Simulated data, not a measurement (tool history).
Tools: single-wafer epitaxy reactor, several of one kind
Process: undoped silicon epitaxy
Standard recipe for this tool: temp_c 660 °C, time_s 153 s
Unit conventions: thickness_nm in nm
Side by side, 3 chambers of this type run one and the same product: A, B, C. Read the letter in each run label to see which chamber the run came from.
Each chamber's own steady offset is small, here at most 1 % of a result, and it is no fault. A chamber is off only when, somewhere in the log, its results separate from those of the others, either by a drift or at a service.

run,day,temp_c,time_s,"read-back reference wafer on the same gauge, thickness_nm",thickness_nm
1A,0.354,660,153,25.907,32.108
2B,0.754,660,153,25.900,32.049
3C,1.100,660,153,25.912,31.856
4B,1.358,660,153,25.901,31.911
5A,1.700,660,153,25.899,32.125
6C,2.083,660,153,25.895,31.896
7C,2.488,660,153,25.895,31.910
8B,2.942,660,153,25.904,31.847
9A,3.288,660,180,25.903,37.637
10B,3.817,660,180,25.903,37.494
11A,4.362,660,180,25.905,37.685
12C,4.854,660,138,25.908,28.746
13A,5.158,660,138,25.903,28.854
14C,5.592,660,138,25.890,28.632
15B,6.133,660,153,25.890,31.895
16A,6.625,660,153,25.903,32.045
17C,7.150,660,153,25.891,31.794
18B,7.679,660,153,25.899,31.810
19C,8.112,660,153,25.908,31.751
20B,8.442,668,153,25.898,37.777
21A,8.983,668,153,25.889,37.932
22A,9.246,668,153,25.900,37.908
23B,9.542,660,153,25.906,31.974
24C,9.833,660,153,25.902,31.724
25B,10.371,660,153,25.902,31.986
26A,10.871,660,153,25.894,32.068
27C,11.125,660,153,25.904,31.510
28A,11.404,660,153,25.900,32.055
29B,11.750,660,153,25.896,31.965
30C,12.171,660,153,25.908,31.532
31C,12.688,660,153,25.894,31.464
# day 12.925: chamber B: pyrometer calibrated
32A,13.058,660,153,25.908,31.982
33B,13.454,666,175,25.895,41.470
34B,13.758,666,175,25.903,41.651
35C,14.288,666,175,25.905,40.826
36A,14.533,672,134,25.893,36.170
37B,14.879,672,134,25.900,36.180
38C,15.425,672,134,25.896,35.306
39A,15.700,660,153,25.907,31.984
40C,16.142,660,153,25.888,31.397

Which is it: a chamber that has drifted or been left off by a service, a gauge drift common to all chambers, or only each chamber's usual small offset? If a chamber is off, name it and its likeliest cause.

Little by little, chamber C moves away from the other chambers.
Cause: wafer temperature below the value expected at the setpoint (K) = 0.822.

Chamber C could run next with any of the 4 candidate recipes listed below; each alters the usual settings, and their results appear as question marks. Which one brings its results back in line with what the other chambers deliver on the usual settings?
In line means no further than this from the other chambers' mean on the usual settings: thickness_nm 0.260 nm
41C-1,16.542,660,152,,?
41C-2,16.542,660,154,,?
41C-3,16.542,660,156,,?
41C-4,16.542,659,153,,?

Average result of the remaining chambers running the usual settings: thickness_nm 31.993 nm
run,thickness_nm
41C-1,31.167
41C-2,31.578
41C-3,31.988
41C-4,30.719
41C-3 brings the chamber back in line.
